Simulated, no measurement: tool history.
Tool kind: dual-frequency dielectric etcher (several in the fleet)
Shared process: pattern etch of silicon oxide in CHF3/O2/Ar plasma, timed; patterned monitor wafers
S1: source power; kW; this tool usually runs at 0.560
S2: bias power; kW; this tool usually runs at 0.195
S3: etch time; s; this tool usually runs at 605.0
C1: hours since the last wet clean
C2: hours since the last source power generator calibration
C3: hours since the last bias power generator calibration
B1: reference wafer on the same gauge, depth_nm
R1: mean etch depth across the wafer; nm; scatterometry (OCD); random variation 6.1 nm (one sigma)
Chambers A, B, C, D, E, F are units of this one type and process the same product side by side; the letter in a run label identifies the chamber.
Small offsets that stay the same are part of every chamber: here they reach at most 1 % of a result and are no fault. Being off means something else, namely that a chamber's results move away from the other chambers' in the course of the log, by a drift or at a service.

run 1D hour=5.1 | S1=0.560 S2=0.195 S3=605.0 | C1=286.6 C2=956.6 C3=3413.3 | B1=1319.7 | R1=1190.30
run 2A hour=11.3 | S1=0.560 S2=0.195 S3=605.0 | C1=203.0 C2=196.6 C3=639.0 | B1=1321.4 | R1=1213.40
-- hour=16.0 chamber C: source power generator calibrated
run 3E hour=18.5 | S1=0.560 S2=0.195 S3=605.0 | C1=190.1 C2=1728.6 C3=3973.1 | B1=1320.5 | R1=1208.20
run 4F hour=26.4 | S1=0.560 S2=0.195 S3=605.0 | C1=394.3 C2=1187.8 C3=1431.3 | B1=1320.9 | R1=1204.80
run 5C hour=31.4 | S1=0.560 S2=0.195 S3=605.0 | C1=116.7 C2=15.5 C3=1287.4 | B1=1321.7 | R1=1188.50
run 6B hour=37.5 | S1=0.560 S2=0.195 S3=505.5 | C1=477.0 C2=1934.1 C3=3154.3 | B1=1320.6 | R1=1002.10
run 7D hour=44.8 | S1=0.560 S2=0.195 S3=505.5 | C1=326.3 C2=996.3 C3=3453.0 | B1=1319.3 | R1=997.43
run 8C hour=49.9 | S1=0.560 S2=0.195 S3=505.5 | C1=135.2 C2=34.0 C3=1305.9 | B1=1317.8 | R1=992.73
run 9F hour=56.4 | S1=0.560 S2=0.195 S3=505.5 | C1=424.3 C2=1217.8 C3=1461.3 | B1=1320.5 | R1=995.00
run 10B hour=63.6 | S1=0.560 S2=0.195 S3=505.5 | C1=503.1 C2=1960.2 C3=3180.4 | B1=1320.5 | R1=994.31
run 11A hour=68.9 | S1=0.560 S2=0.195 S3=505.5 | C1=260.6 C2=254.2 C3=696.6 | B1=1320.7 | R1=997.08
run 12E hour=74.0 | S1=0.560 S2=0.195 S3=605.0 | C1=245.6 C2=1784.1 C3=4028.6 | B1=1321.1 | R1=1207.70
run 13F hour=79.0 | S1=0.560 S2=0.195 S3=605.0 | C1=446.9 C2=1240.4 C3=1483.9 | B1=1320.6 | R1=1198.30
run 14D hour=86.7 | S1=0.560 S2=0.195 S3=605.0 | C1=368.2 C2=1038.2 C3=3494.9 | B1=1319.7 | R1=1191.30
run 15E hour=94.5 | S1=0.560 S2=0.195 S3=605.0 | C1=266.1 C2=1804.6 C3=4049.1 | B1=1320.7 | R1=1203.00
-- hour=97.9 chamber F: wet clean of the chamber
run 16B hour=98.5 | S1=0.560 S2=0.195 S3=605.0 | C1=538.0 C2=1995.1 C3=3215.3 | B1=1320.4 | R1=1199.40
run 17C hour=103.2 | S1=0.560 S2=0.195 S3=605.0 | C1=188.5 C2=87.3 C3=1359.2 | B1=1321.5 | R1=1189.00
run 18A hour=106.7 | S1=0.560 S2=0.195 S3=605.0 | C1=298.4 C2=292.0 C3=734.4 | B1=1321.3 | R1=1206.10
-- hour=114.0 chamber B: wet clean of the chamber
run 19F hour=114.4 | S1=0.560 S2=0.195 S3=605.0 | C1=16.6 C2=1275.8 C3=1519.3 | B1=1319.2 | R1=1199.60
run 20C hour=122.0 | S1=0.560 S2=0.195 S3=605.0 | C1=207.3 C2=106.1 C3=1378.0 | B1=1320.8 | R1=1185.90
run 21B hour=129.2 | S1=0.670 S2=0.195 S3=684.0 | C1=15.3 C2=2025.8 C3=3246.0 | B1=1318.9 | R1=1440.50
run 22E hour=136.9 | S1=0.670 S2=0.195 S3=684.0 | C1=308.5 C2=1847.0 C3=4091.5 | B1=1319.9 | R1=1449.50
run 23A hour=141.0 | S1=0.670 S2=0.195 S3=684.0 | C1=332.7 C2=326.3 C3=768.7 | B1=1319.4 | R1=1451.80
run 24D hour=144.8 | S1=0.670 S2=0.195 S3=684.0 | C1=426.3 C2=1096.3 C3=3553.0 | B1=1320.1 | R1=1449.20
run 25C hour=152.5 | S1=0.670 S2=0.195 S3=684.0 | C1=237.8 C2=136.6 C3=1408.5 | B1=1319.8 | R1=1415.80
run 26E hour=159.4 | S1=0.670 S2=0.195 S3=684.0 | C1=331.0 C2=1869.5 C3=4114.0 | B1=1319.6 | R1=1456.70
run 27F hour=163.8 | S1=0.430 S2=0.239 S3=605.0 | C1=66.0 C2=1325.2 C3=1568.7 | B1=1317.7 | R1=1171.20
run 28D hour=170.4 | S1=0.430 S2=0.239 S3=605.0 | C1=451.9 C2=1121.9 C3=3578.6 | B1=1320.4 | R1=1155.00
run 29A hour=175.8 | S1=0.430 S2=0.239 S3=605.0 | C1=367.5 C2=361.1 C3=803.5 | B1=1318.6 | R1=1157.50
run 30B hour=180.8 | S1=0.430 S2=0.239 S3=605.0 | C1=66.9 C2=2077.4 C3=3297.6 | B1=1319.7 | R1=1162.60
-- hour=186.2 chamber B: source power generator calibrated
run 31F hour=188.3 | S1=0.430 S2=0.239 S3=605.0 | C1=90.5 C2=1349.7 C3=1593.2 | B1=1318.8 | R1=1168.70
run 32A hour=196.2 | S1=0.430 S2=0.239 S3=605.0 | C1=387.9 C2=381.5 C3=823.9 | B1=1318.5 | R1=1165.00
run 33D hour=202.4 | S1=0.560 S2=0.195 S3=680.5 | C1=483.9 C2=1153.9 C3=3610.6 | B1=1320.7 | R1=1343.10
run 34E hour=207.6 | S1=0.560 S2=0.195 S3=680.5 | C1=379.2 C2=1917.7 C3=4162.2 | B1=1321.9 | R1=1345.40
run 35C hour=214.1 | S1=0.560 S2=0.195 S3=680.5 | C1=299.4 C2=198.2 C3=1470.1 | B1=1320.4 | R1=1292.50
run 36B hour=217.6 | S1=0.560 S2=0.195 S3=680.5 | C1=103.7 C2=31.4 C3=3334.4 | B1=1320.7 | R1=1344.40
run 37E hour=224.6 | S1=0.560 S2=0.195 S3=680.5 | C1=396.2 C2=1934.7 C3=4179.2 | B1=1317.7 | R1=1354.80
run 38D hour=228.9 | S1=0.560 S2=0.195 S3=680.5 | C1=510.4 C2=1180.4 C3=3637.1 | B1=1322.0 | R1=1344.50
run 39A hour=235.5 | S1=0.560 S2=0.195 S3=605.0 | C1=427.2 C2=420.8 C3=863.2 | B1=1320.2 | R1=1208.80
run 40F hour=242.7 | S1=0.480 S2=0.195 S3=520.0 | C1=144.9 C2=1404.1 C3=1647.6 | B1=1318.8 | R1=981.09
run 41C hour=250.1 | S1=0.480 S2=0.195 S3=520.0 | C1=335.4 C2=234.2 C3=1506.1 | B1=1319.3 | R1=937.14

Which is it: a chamber that has drifted or been left off by a service, a gauge drift common to all chambers, or only each chamber's usual small offset? If a chamber is off, name it and its likeliest cause.

Chamber C drifts away from the others.
Most likely cause: etch rate under this chamber's usual, % = 3.93.

Here are 4 candidates for chamber C's next run, each the usual settings with a change, their results left as question marks. Which one brings its results back in line with what the others give on the usual settings?
To be in line, a result may differ from the other chambers' mean on the usual settings by at most: R1 21.00 nm
run 42C-1 hour=255.7 | S1=0.560 S2=0.195 S3=598.5 | R1=?
run 42C-2 hour=255.7 | S1=0.560 S2=0.220 S3=605.0 | R1=?
run 42C-3 hour=255.7 | S1=0.580 S2=0.195 S3=605.0 | R1=?
run 42C-4 hour=255.7 | S1=0.550 S2=0.195 S3=581.0 | R1=?

Average result of the remaining chambers running the usual settings: R1 1198.80 nm
run=42C-1 R1=1134.20
run=42C-2 R1=1195.40
run=42C-3 R1=1162.20
run=42C-4 R1=1093.40
With 42C-2, the chamber falls back in line with the rest.

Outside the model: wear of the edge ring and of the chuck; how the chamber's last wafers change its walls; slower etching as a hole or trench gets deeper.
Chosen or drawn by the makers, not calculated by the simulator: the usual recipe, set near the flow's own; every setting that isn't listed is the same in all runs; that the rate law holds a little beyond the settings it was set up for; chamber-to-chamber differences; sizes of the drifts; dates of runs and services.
